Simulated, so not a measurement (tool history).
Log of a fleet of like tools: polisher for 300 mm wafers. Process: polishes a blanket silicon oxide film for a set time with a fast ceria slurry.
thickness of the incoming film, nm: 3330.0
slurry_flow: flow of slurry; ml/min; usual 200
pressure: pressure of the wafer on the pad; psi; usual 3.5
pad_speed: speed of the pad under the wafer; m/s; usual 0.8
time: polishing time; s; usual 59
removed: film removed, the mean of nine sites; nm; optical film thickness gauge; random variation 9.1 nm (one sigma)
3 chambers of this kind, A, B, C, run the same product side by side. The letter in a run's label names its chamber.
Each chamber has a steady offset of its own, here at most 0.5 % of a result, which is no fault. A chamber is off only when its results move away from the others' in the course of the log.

| run | hour | slurry_flow | pressure | pad_speed | time | wafers polished on this pad | hours since the slurry nozzle was cleaned | hours since the head pressure was calibrated | removed |
|---|---|---|---|---|---|---|---|---|---|
|  | 6.4 | chamber B: worn pad replaced by a new one |
| 1B | 9.4 | 200 | 3.5 | 0.8 | 59 | 26 | 138.6 | 632.8 | 757.34 |
| 2A | 18.8 | 200 | 3.5 | 0.8 | 59 | 613 | 265.1 | 158.9 | 775.25 |
| 3C | 31.4 | 200 | 3.5 | 0.8 | 59 | 400 | 258.1 | 590.5 | 783.78 |
| 4A | 42.3 | 200 | 3.5 | 0.8 | 59 | 822 | 288.6 | 182.4 | 760.61 |
| 5B | 53.4 | 200 | 3.5 | 0.8 | 59 | 417 | 182.6 | 676.8 | 745.75 |
|  | 63.9 | chamber C: worn pad replaced by a new one |
| 6C | 66 | 200 | 3.5 | 0.8 | 59 | 18 | 292.7 | 625.1 | 769.38 |
| 7C | 76.5 | 200 | 3.5 | 0.8 | 59 | 112 | 303.2 | 635.6 | 755.76 |
| 8B | 86.9 | 200 | 3.5 | 0.8 | 59 | 715 | 216.1 | 710.3 | 746.98 |
| 9A | 94.9 | 200 | 4.5 | 0.8 | 41 | 1289 | 341.2 | 235 | 684.72 |
|  | 107.2 | chamber B: worn pad replaced by a new one |
| 10C | 108.9 | 200 | 4.5 | 0.8 | 41 | 399 | 335.6 | 668 | 682.69 |
| 11B | 119.6 | 200 | 4.5 | 0.8 | 41 | 110 | 248.8 | 743 | 680.69 |
| 12A | 131.5 | 200 | 3.5 | 0.8 | 59 | 1614 | 377.8 | 271.6 | 737.87 |
|  | 135.7 | chamber C: worn pad replaced by a new one |
| 13A | 145.2 | 200 | 3.5 | 0.8 | 59 | 1736 | 391.5 | 285.3 | 750.53 |
| 14C | 158.8 | 200 | 3.5 | 0.8 | 59 | 205 | 385.5 | 717.9 | 750.85 |
| 15B | 166.8 | 200 | 3.5 | 0.8 | 59 | 530 | 296 | 790.2 | 767.52 |
| 16C | 180.5 | 200 | 3.5 | 0.8 | 59 | 398 | 407.2 | 739.6 | 768.94 |
| 17A | 189.3 | 200 | 3.5 | 0.8 | 59 | 2128 | 435.6 | 329.4 | 741.93 |
| 18B | 199.5 | 200 | 3.5 | 0.8 | 59 | 820 | 328.7 | 822.9 | 769.11 |
| 19C | 206.7 | 200 | 4.1 | 0.8 | 59 | 631 | 433.4 | 765.8 | 891 |
|  | 212.7 | chamber C: worn pad replaced by a new one |
| 20B | 218.3 | 200 | 4.1 | 0.8 | 59 | 987 | 347.5 | 841.7 | 881.42 |
|  | 223 | chamber B: worn pad replaced by a new one |
| 21A | 227.3 | 200 | 4.1 | 0.8 | 59 | 2466 | 473.6 | 367.4 | 866.54 |
| 22A | 240.6 | 200 | 3.5 | 0.8 | 59 | 2584 | 486.9 | 380.7 | 727.42 |
| 23C | 253.7 | 200 | 3.5 | 0.8 | 59 | 364 | 480.4 | 812.8 | 756.63 |
| 24B | 264.7 | 200 | 3.5 | 0.8 | 59 | 371 | 393.9 | 888.1 | 758.66 |
| 25B | 276.7 | 200 | 3.5 | 0.8 | 59 | 477 | 405.9 | 900.1 | 770.07 |
| 26C | 286.4 | 200 | 3.5 | 0.8 | 59 | 655 | 513.1 | 845.5 | 764.9 |
|  | 292 | chamber C: worn pad replaced by a new one |
|  | 294.1 | chamber A: head pressure recalibrated |
| 27A | 301 | 200 | 3.5 | 0.8 | 59 | 3121 | 547.3 | 6.9 | 708.46 |
| 28A | 313.5 | 200 | 3.5 | 0.8 | 59 | 3232 | 559.8 | 19.4 | 710.55 |
| 29B | 323.8 | 200 | 4.6 | 0.8 | 59 | 896 | 453 | 947.2 | 1004.4 |
|  | 325.3 | chamber B: worn pad replaced by a new one |
| 30C | 334.9 | 200 | 4.6 | 0.8 | 59 | 381 | 561.6 | 894 | 1017.3 |
| 31B | 346.5 | 200 | 4.6 | 0.8 | 59 | 188 | 475.7 | 969.9 | 993.98 |
|  | 351 | chamber C: slurry nozzle cleaned |
| 32A | 353.2 | 200 | 3.5 | 0.8 | 59 | 3584 | 599.5 | 59.1 | 717.75 |
|  | 356.1 | chamber C: worn pad replaced by a new one |
| 33C | 365.2 | 200 | 3.5 | 0.8 | 59 | 81 | 14.3 | 924.3 | 776.43 |
| 34C | 376.1 | 230 | 3.5 | 0.8 | 59 | 178 | 25.2 | 935.2 | 770.02 |

Next, every chamber runs the same settings. What will each give?
| 35A | 386.6 | 200 | 3.5 | 0.8 | 59 |  |  |  | ? |
| 35B | 386.6 | 200 | 3.5 | 0.8 | 59 |  |  |  | ? |
| 35C | 386.6 | 200 | 3.5 | 0.8 | 59 |  |  |  | ? |

| run | removed |
|---|---|
| 35A | 709.12 |
| 35B | 759.24 |
| 35C | 757.58 |
